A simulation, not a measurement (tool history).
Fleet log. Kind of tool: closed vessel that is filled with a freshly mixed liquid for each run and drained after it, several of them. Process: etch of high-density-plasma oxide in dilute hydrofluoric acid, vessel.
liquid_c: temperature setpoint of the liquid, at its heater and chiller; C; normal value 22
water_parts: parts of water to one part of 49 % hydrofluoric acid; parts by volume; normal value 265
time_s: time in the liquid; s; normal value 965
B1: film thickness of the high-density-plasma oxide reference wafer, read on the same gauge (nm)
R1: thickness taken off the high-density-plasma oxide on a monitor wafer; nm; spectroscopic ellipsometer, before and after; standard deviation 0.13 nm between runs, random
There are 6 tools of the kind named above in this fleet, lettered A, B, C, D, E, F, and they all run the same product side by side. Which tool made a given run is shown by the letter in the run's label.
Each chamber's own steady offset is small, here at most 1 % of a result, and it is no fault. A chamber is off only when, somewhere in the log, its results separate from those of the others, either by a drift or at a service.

{"run": "1E", "hour": 12.4, "liquid_c": 22, "water_parts": 265, "time_s": 965, "B1": 70.017, "R1": 15.974}
{"run": "2F", "hour": 22.9, "liquid_c": 22, "water_parts": 265, "time_s": 965, "B1": 70.007, "R1": 15.88}
{"run": "3A", "hour": 29.7, "liquid_c": 22, "water_parts": 265, "time_s": 965, "B1": 69.995, "R1": 16.032}
{"run": "4D", "hour": 37.0, "liquid_c": 22, "water_parts": 265, "time_s": 965, "B1": 70.02, "R1": 15.914}
{"run": "5B", "hour": 44.1, "liquid_c": 22, "water_parts": 265, "time_s": 965, "B1": 70, "R1": 15.792}
{"run": "6C", "hour": 52.1, "liquid_c": 22, "water_parts": 265, "time_s": 965, "B1": 70.015, "R1": 15.45}
{"run": "7A", "hour": 58.4, "liquid_c": 18.5, "water_parts": 265, "time_s": 1160, "B1": 69.98, "R1": 16.581}
{"run": "8F", "hour": 65.3, "liquid_c": 18.5, "water_parts": 265, "time_s": 1160, "B1": 69.987, "R1": 16.462}
{"run": "9B", "hour": 77.0, "liquid_c": 18.5, "water_parts": 265, "time_s": 1160, "B1": 69.988, "R1": 16.634}
{"run": "10C", "hour": 90.4, "liquid_c": 18.5, "water_parts": 265, "time_s": 1160, "B1": 69.988, "R1": 16.583}
{"run": "11D", "hour": 101.4, "liquid_c": 18.5, "water_parts": 265, "time_s": 1160, "B1": 70.003, "R1": 16.652}
{"run": "12E", "hour": 110.0, "liquid_c": 18.5, "water_parts": 265, "time_s": 1160, "B1": 69.996, "R1": 17.118}
{"run": "13E", "hour": 120.1, "liquid_c": 22, "water_parts": 265, "time_s": 965, "B1": 70.005, "R1": 16.073}
{"run": "14C", "hour": 128.7, "liquid_c": 22, "water_parts": 265, "time_s": 965, "B1": 69.99, "R1": 15.518}
{"run": "15F", "hour": 137.7, "liquid_c": 22, "water_parts": 265, "time_s": 965, "B1": 70.016, "R1": 15.849}
{"run": "16A", "hour": 146.3, "liquid_c": 22, "water_parts": 265, "time_s": 965, "B1": 69.988, "R1": 15.759}
{"run": "17D", "hour": 156.1, "liquid_c": 19, "water_parts": 265, "time_s": 965, "B1": 70.001, "R1": 13.96}
{"run": "18B", "hour": 168.5, "liquid_c": 19, "water_parts": 265, "time_s": 965, "B1": 69.977, "R1": 14.205}
{"run": "19F", "hour": 181.2, "liquid_c": 19, "water_parts": 265, "time_s": 965, "B1": 69.998, "R1": 14.282}
{"hour": 187.5, "done": "chamber C: hydrofluoric acid flow meter replaced"}
{"run": "20D", "hour": 192.7, "liquid_c": 19, "water_parts": 265, "time_s": 965, "B1": 70.025, "R1": 14.16}
{"run": "21A", "hour": 200.0, "liquid_c": 19, "water_parts": 265, "time_s": 965, "B1": 69.986, "R1": 13.99}
{"run": "22B", "hour": 210.0, "liquid_c": 19, "water_parts": 265, "time_s": 965, "B1": 70.003, "R1": 14.561}
{"hour": 219.2, "done": "chamber C: thermometer replaced"}
{"run": "23E", "hour": 222.3, "liquid_c": 22, "water_parts": 265, "time_s": 965, "B1": 70.012, "R1": 15.828}
{"run": "24C", "hour": 231.0, "liquid_c": 22, "water_parts": 265, "time_s": 965, "B1": 70.002, "R1": 15.861}
{"run": "25F", "hour": 237.8, "liquid_c": 22, "water_parts": 265, "time_s": 965, "B1": 69.998, "R1": 15.882}
{"run": "26B", "hour": 249.6, "liquid_c": 25.5, "water_parts": 265, "time_s": 635, "B1": 70.007, "R1": 11.96}
{"run": "27D", "hour": 258.0, "liquid_c": 25.5, "water_parts": 265, "time_s": 635, "B1": 70.011, "R1": 11.979}
{"run": "28A", "hour": 269.5, "liquid_c": 25.5, "water_parts": 265, "time_s": 635, "B1": 69.983, "R1": 11.791}
{"run": "29C", "hour": 277.3, "liquid_c": 25.5, "water_parts": 265, "time_s": 635, "B1": 69.963, "R1": 11.507}
{"run": "30E", "hour": 289.6, "liquid_c": 25.5, "water_parts": 265, "time_s": 635, "B1": 70.014, "R1": 11.969}
{"run": "31B", "hour": 297.8, "liquid_c": 25.5, "water_parts": 265, "time_s": 635, "B1": 70.008, "R1": 12.14}
{"run": "32D", "hour": 306.9, "liquid_c": 22, "water_parts": 265, "time_s": 965, "B1": 69.994, "R1": 15.92}
{"run": "33E", "hour": 315.5, "liquid_c": 22, "water_parts": 265, "time_s": 965, "B1": 69.98, "R1": 15.914}
{"run": "34C", "hour": 325.3, "liquid_c": 22, "water_parts": 265, "time_s": 965, "B1": 69.993, "R1": 15.693}
{"run": "35F", "hour": 333.0, "liquid_c": 22, "water_parts": 265, "time_s": 965, "B1": 70.011, "R1": 15.884}
{"run": "36A", "hour": 345.2, "liquid_c": 22, "water_parts": 265, "time_s": 965, "B1": 70.008, "R1": 15.666}
{"run": "37B", "hour": 355.8, "liquid_c": 22, "water_parts": 265, "time_s": 965, "B1": 70.004, "R1": 16.548}
{"run": "38F", "hour": 366.9, "liquid_c": 22, "water_parts": 265, "time_s": 965, "B1": 70.005, "R1": 15.925}
{"run": "39C", "hour": 373.4, "liquid_c": 22, "water_parts": 165, "time_s": 1370, "B1": 69.991, "R1": 39.758}
{"run": "40E", "hour": 380.2, "liquid_c": 22, "water_parts": 165, "time_s": 1370, "B1": 69.985, "R1": 39.773}
{"run": "41D", "hour": 394.1, "liquid_c": 22, "water_parts": 165, "time_s": 1370, "B1": 69.993, "R1": 40.173}
{"run": "42A", "hour": 400.5, "liquid_c": 22, "water_parts": 165, "time_s": 1370, "B1": 69.98, "R1": 39.425}
{"run": "43D", "hour": 411.0, "liquid_c": 22, "water_parts": 165, "time_s": 1370, "B1": 69.997, "R1": 40.55}

The same settings go to every chamber for the next run, one line per chamber below. Forecast the results for each:
{"run": "44A", "hour": 421.0, "liquid_c": 22, "water_parts": 185, "time_s": 965, "R1": "?"}
{"run": "44B", "hour": 421.0, "liquid_c": 22, "water_parts": 185, "time_s": 965, "R1": "?"}
{"run": "44C", "hour": 421.0, "liquid_c": 22, "water_parts": 185, "time_s": 965, "R1": "?"}
{"run": "44D", "hour": 421.0, "liquid_c": 22, "water_parts": 185, "time_s": 965, "R1": "?"}
{"run": "44E", "hour": 421.0, "liquid_c": 22, "water_parts": 185, "time_s": 965, "R1": "?"}
{"run": "44F", "hour": 421.0, "liquid_c": 22, "water_parts": 185, "time_s": 965, "R1": "?"}

run=44A R1=24.574
run=44B R1=26.568
run=44C R1=24.255
run=44D R1=24.86
run=44E R1=24.687
run=44F R1=24.616
